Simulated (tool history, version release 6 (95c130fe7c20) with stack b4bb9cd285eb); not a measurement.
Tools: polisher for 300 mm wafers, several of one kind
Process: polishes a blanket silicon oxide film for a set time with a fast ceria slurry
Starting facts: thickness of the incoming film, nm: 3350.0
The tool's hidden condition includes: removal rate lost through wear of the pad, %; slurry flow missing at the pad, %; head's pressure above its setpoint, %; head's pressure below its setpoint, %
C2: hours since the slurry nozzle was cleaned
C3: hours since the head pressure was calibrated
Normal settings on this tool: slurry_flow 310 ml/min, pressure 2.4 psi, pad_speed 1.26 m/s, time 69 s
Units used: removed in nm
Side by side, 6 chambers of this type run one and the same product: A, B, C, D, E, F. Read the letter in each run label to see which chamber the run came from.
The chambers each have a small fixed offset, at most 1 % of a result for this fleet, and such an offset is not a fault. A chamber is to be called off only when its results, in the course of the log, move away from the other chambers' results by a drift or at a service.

run 1C hour=6.6 | slurry_flow=310 pressure=2.4 pad_speed=1.26 time=69 | wafers_polished_on_this_pad=330 C2=478.7 C3=395.4 | removed=1156.1
run 2E hour=12.7 | slurry_flow=310 pressure=2.4 pad_speed=1.26 time=69 | wafers_polished_on_this_pad=468 C2=226.1 C3=149.9 | removed=1167.1
run 3B hour=22.4 | slurry_flow=310 pressure=2.4 pad_speed=1.26 time=69 | wafers_polished_on_this_pad=704 C2=518.1 C3=35.5 | removed=1152.1
-- hour=23.5 chamber E: worn pad replaced by a new one
run 4D hour=30.1 | slurry_flow=310 pressure=2.4 pad_speed=1.26 time=69 | wafers_polished_on_this_pad=406 C2=441 C3=1157.1 | removed=1164.3
-- hour=32.8 chamber B: worn pad replaced by a new one
-- hour=35.6 chamber F: worn pad replaced by a new one
run 5F hour=39.6 | slurry_flow=310 pressure=2.4 pad_speed=1.26 time=69 | wafers_polished_on_this_pad=32 C2=436.2 C3=256.1 | removed=1156.8
run 6A hour=46.8 | slurry_flow=310 pressure=2.4 pad_speed=1.26 time=69 | wafers_polished_on_this_pad=549 C2=127.7 C3=203.3 | removed=1161.3
run 7E hour=54.3 | slurry_flow=310 pressure=2.4 pad_speed=1.26 time=69 | wafers_polished_on_this_pad=243 C2=267.7 C3=191.5 | removed=1147.3
run 8D hour=63.6 | slurry_flow=310 pressure=2.4 pad_speed=1.26 time=69 | wafers_polished_on_this_pad=671 C2=474.5 C3=1190.6 | removed=1169.6
run 9F hour=69.3 | slurry_flow=310 pressure=2.4 pad_speed=1.26 time=48 | wafers_polished_on_this_pad=267 C2=465.9 C3=285.8 | removed=797.74
run 10A hour=75.3 | slurry_flow=310 pressure=2.4 pad_speed=1.26 time=48 | wafers_polished_on_this_pad=775 C2=156.2 C3=231.8 | removed=802.9
run 11C hour=82.1 | slurry_flow=310 pressure=2.4 pad_speed=1.26 time=48 | wafers_polished_on_this_pad=928 C2=554.2 C3=470.9 | removed=799.57
-- hour=84.2 chamber E: worn pad replaced by a new one
run 12B hour=88 | slurry_flow=310 pressure=2.4 pad_speed=1.26 time=48 | wafers_polished_on_this_pad=437 C2=583.7 C3=101.1 | removed=815.23
-- hour=90.7 chamber D: slurry nozzle cleaned
run 13C hour=95.6 | slurry_flow=310 pressure=2.4 pad_speed=1.26 time=48 | wafers_polished_on_this_pad=1034 C2=567.7 C3=484.4 | removed=796.15
run 14D hour=104 | slurry_flow=310 pressure=2.4 pad_speed=1.26 time=48 | wafers_polished_on_this_pad=991 C2=13.3 C3=1231 | removed=801.25
run 15E hour=112.3 | slurry_flow=310 pressure=2.4 pad_speed=1.26 time=69 | wafers_polished_on_this_pad=223 C2=325.7 C3=249.5 | removed=1146.5
-- hour=115.3 chamber C: worn pad replaced by a new one
run 16B hour=120.1 | slurry_flow=310 pressure=2.4 pad_speed=1.26 time=69 | wafers_polished_on_this_pad=691 C2=615.8 C3=133.2 | removed=1173.6
run 17A hour=124.7 | slurry_flow=310 pressure=2.4 pad_speed=1.26 time=69 | wafers_polished_on_this_pad=1165 C2=205.6 C3=281.2 | removed=1164.9
run 18F hour=130.4 | slurry_flow=310 pressure=2.4 pad_speed=1.26 time=69 | wafers_polished_on_this_pad=750 C2=527 C3=346.9 | removed=1136
run 19E hour=134.8 | slurry_flow=310 pressure=2.4 pad_speed=1.26 time=69 | wafers_polished_on_this_pad=401 C2=348.2 C3=272 | removed=1154.7
run 20A hour=139.3 | slurry_flow=310 pressure=2.4 pad_speed=1.26 time=69 | wafers_polished_on_this_pad=1281 C2=220.2 C3=295.8 | removed=1154.1
-- hour=143 chamber F: worn pad replaced by a new one
-- hour=143.7 chamber A: slurry nozzle cleaned
run 21F hour=144.3 | slurry_flow=310 pressure=2.4 pad_speed=1.26 time=69 | wafers_polished_on_this_pad=10 C2=540.9 C3=360.8 | removed=1126.9
run 22D hour=152 | slurry_flow=310 pressure=2.4 pad_speed=1.26 time=69 | wafers_polished_on_this_pad=1370 C2=61.3 C3=1279 | removed=1162.4
-- hour=154.2 chamber B: worn pad replaced by a new one
run 23C hour=156.8 | slurry_flow=310 pressure=2.4 pad_speed=1.26 time=69 | wafers_polished_on_this_pad=328 C2=628.9 C3=545.6 | removed=1160.7
-- hour=159.3 chamber E: worn pad replaced by a new one
-- hour=160.6 chamber A: worn pad replaced by a new one
run 24B hour=161.6 | slurry_flow=310 pressure=2.4 pad_speed=1.26 time=69 | wafers_polished_on_this_pad=59 C2=657.3 C3=174.7 | removed=1146.9
run 25D hour=167.9 | slurry_flow=310 pressure=2.4 pad_speed=1.26 time=69 | wafers_polished_on_this_pad=1496 C2=77.2 C3=1294.9 | removed=1133.8
run 26F hour=172.5 | slurry_flow=310 pressure=3.1 pad_speed=1.5 time=69 | wafers_polished_on_this_pad=233 C2=569.1 C3=389 | removed=1775.3
run 27C hour=180.1 | slurry_flow=310 pressure=3.1 pad_speed=1.5 time=69 | wafers_polished_on_this_pad=513 C2=652.2 C3=568.9 | removed=1748
run 28B hour=187.2 | slurry_flow=310 pressure=3.1 pad_speed=1.5 time=69 | wafers_polished_on_this_pad=261 C2=682.9 C3=200.3 | removed=1796
run 29A hour=195.5 | slurry_flow=310 pressure=3.1 pad_speed=1.5 time=69 | wafers_polished_on_this_pad=276 C2=51.8 C3=352 | removed=1733.4
run 30E hour=203.3 | slurry_flow=310 pressure=3.1 pad_speed=1.5 time=69 | wafers_polished_on_this_pad=348 C2=416.7 C3=340.5 | removed=1791.3
-- hour=208.9 chamber D: head pressure recalibrated
run 31F hour=213 | slurry_flow=310 pressure=3.1 pad_speed=1.5 time=69 | wafers_polished_on_this_pad=554 C2=609.6 C3=429.5 | removed=1758.7
run 32B hour=218.1 | slurry_flow=310 pressure=1.7 pad_speed=1.26 time=69 | wafers_polished_on_this_pad=506 C2=713.8 C3=231.2 | removed=824.56
-- hour=227.7 chamber E: worn pad replaced by a new one
run 33C hour=228 | slurry_flow=310 pressure=1.7 pad_speed=1.26 time=69 | wafers_polished_on_this_pad=892 C2=700.1 C3=616.8 | removed=812.12
run 34D hour=233.1 | slurry_flow=310 pressure=1.7 pad_speed=1.26 time=69 | wafers_polished_on_this_pad=2012 C2=142.4 C3=24.3 | removed=793.32
run 35A hour=239.2 | slurry_flow=310 pressure=1.7 pad_speed=1.26 time=69 | wafers_polished_on_this_pad=622 C2=95.5 C3=395.7 | removed=808.95
-- hour=242.8 chamber F: worn pad replaced by a new one
run 36E hour=247.6 | slurry_flow=310 pressure=1.7 pad_speed=1.26 time=69 | wafers_polished_on_this_pad=157 C2=461 C3=384.8 | removed=820.28
-- hour=250.6 chamber C: worn pad replaced by a new one
run 37C hour=257.2 | slurry_flow=310 pressure=1.7 pad_speed=1.26 time=69 | wafers_polished_on_this_pad=52 C2=729.3 C3=646 | removed=803.57
-- hour=262.1 chamber C: slurry nozzle cleaned
run 38F hour=263.3 | slurry_flow=310 pressure=2.4 pad_speed=1.26 time=69 | wafers_polished_on_this_pad=162 C2=659.9 C3=479.8 | removed=1139.8
-- hour=269.1 chamber B: worn pad replaced by a new one
run 39B hour=270.3 | slurry_flow=310 pressure=2.4 pad_speed=1.26 time=69 | wafers_polished_on_this_pad=10 C2=766 C3=283.4 | removed=1167.5
run 40D hour=277.8 | slurry_flow=310 pressure=2.4 pad_speed=1.26 time=69 | wafers_polished_on_this_pad=2366 C2=187.1 C3=69 | removed=1056.9
run 41A hour=282.6 | slurry_flow=310 pressure=2.4 pad_speed=1.26 time=69 | wafers_polished_on_this_pad=965 C2=138.9 C3=439.1 | removed=1138
-- hour=288.8 chamber E: worn pad replaced by a new one
run 42E hour=289.5 | slurry_flow=360 pressure=2.4 pad_speed=0.94 time=69 | wafers_polished_on_this_pad=5 C2=502.9 C3=426.7 | removed=869.98
run 43A hour=296 | slurry_flow=360 pressure=2.4 pad_speed=0.94 time=69 | wafers_polished_on_this_pad=1072 C2=152.3 C3=452.5 | removed=872.76
run 44C hour=300.8 | slurry_flow=360 pressure=2.4 pad_speed=0.94 time=69 | wafers_polished_on_this_pad=397 C2=38.8 C3=689.6 | removed=886.61

Next, all 6 chambers run the settings below, one line each with question marks for the results. What does each chamber give?
run 45A hour=307.9 | slurry_flow=310 pressure=2.7 pad_speed=1.26 time=69 | removed=?
run 45B hour=307.9 | slurry_flow=310 pressure=2.7 pad_speed=1.26 time=69 | removed=?
run 45C hour=307.9 | slurry_flow=310 pressure=2.7 pad_speed=1.26 time=69 | removed=?
run 45D hour=307.9 | slurry_flow=310 pressure=2.7 pad_speed=1.26 time=69 | removed=?
run 45E hour=307.9 | slurry_flow=310 pressure=2.7 pad_speed=1.26 time=69 | removed=?
run 45F hour=307.9 | slurry_flow=310 pressure=2.7 pad_speed=1.26 time=69 | removed=?

run=45A removed=1306.2
run=45B removed=1284.6
run=45C removed=1308.8
run=45D removed=1186.5
run=45E removed=1313.5
run=45F removed=1304.3

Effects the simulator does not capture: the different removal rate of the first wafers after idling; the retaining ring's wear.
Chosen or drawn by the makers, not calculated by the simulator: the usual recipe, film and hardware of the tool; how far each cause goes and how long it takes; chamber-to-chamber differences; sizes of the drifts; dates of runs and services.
